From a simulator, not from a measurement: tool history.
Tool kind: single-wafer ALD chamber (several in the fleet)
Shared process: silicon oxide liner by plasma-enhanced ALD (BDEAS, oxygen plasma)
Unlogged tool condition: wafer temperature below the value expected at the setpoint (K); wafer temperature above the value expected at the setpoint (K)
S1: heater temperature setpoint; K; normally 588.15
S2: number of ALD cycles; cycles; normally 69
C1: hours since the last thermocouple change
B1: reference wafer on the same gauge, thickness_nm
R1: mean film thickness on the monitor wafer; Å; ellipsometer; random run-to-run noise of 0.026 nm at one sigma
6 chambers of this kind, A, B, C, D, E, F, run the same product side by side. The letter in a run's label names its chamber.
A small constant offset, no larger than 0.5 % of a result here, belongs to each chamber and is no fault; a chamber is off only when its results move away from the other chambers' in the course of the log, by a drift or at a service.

run,hour,S1,S2,C1,B1,R1
1A,5.9,588.15,69,1101,7.4702,62.407
2C,11.9,588.15,69,399.6,7.4653,63.384
3E,18.8,588.15,69,756.6,7.4719,62.845
4D,28.7,588.15,69,324.7,7.4689,62.474
5F,36.3,603.15,69,616.4,7.4644,61.384
6B,45.8,603.15,69,685.6,7.4688,61.525
7C,56.9,603.15,69,444.6,7.4647,61.165
8A,62.1,603.15,69,1157.2,7.4813,61.336
9B,71.8,603.15,69,711.6,7.4656,61.658
10D,78,603.15,69,374,7.4734,61.832
11E,83.4,588.15,69,821.2,7.4683,63.272
12F,88.6,588.15,69,668.7,7.4701,63.07
13D,94.9,588.15,69,390.9,7.4668,62.815
14E,100.7,603.15,69,838.5,7.4638,61.608
15A,112.1,603.15,69,1207.2,7.4791,61.488
16F,119.5,603.15,69,699.6,7.4775,61.568
17C,128.8,603.15,69,516.5,7.4726,61.641
18B,135.3,603.15,69,775.1,7.4647,61.521
19E,140.7,603.15,69,878.5,7.4697,61.367
20D,149.9,588.15,69,445.9,7.4729,62.6
21A,157,588.15,69,1252.1,7.4625,62.199
22B,168.5,588.15,69,808.3,7.4736,62.617
23F,180.6,588.15,69,760.7,7.4716,62.682
24C,191.8,588.15,69,579.5,7.4689,63.142
25F,203.8,588.15,69,783.9,7.4725,62.894
26A,210.6,588.15,69,1305.7,7.4706,62.535
27B,221.3,588.15,69,861.1,7.4733,62.984
28E,230.6,588.15,69,968.4,7.4758,63.04
29C,242.1,588.15,69,629.8,7.4659,62.496
30D,249.4,595.15,69,545.4,7.4722,62.429
31A,261.4,595.15,69,1356.5,7.475,62.03
32C,271.6,595.15,69,659.3,7.4718,62.053
33E,281.5,595.15,69,1019.3,7.4729,62.758
34B,292.5,595.15,69,932.3,7.4647,62.606
35D,302.4,595.15,69,598.4,7.4732,62.235
36F,308,582.15,74,888.1,7.481,67.919

What goes on in this fleet: one chamber off, a drifting gauge, or nothing beyond the chambers' own small offsets? Name the chamber and the cause, if any.

The fleet is healthy, with each chamber sitting at its usual small offset and no drift in the gauge.
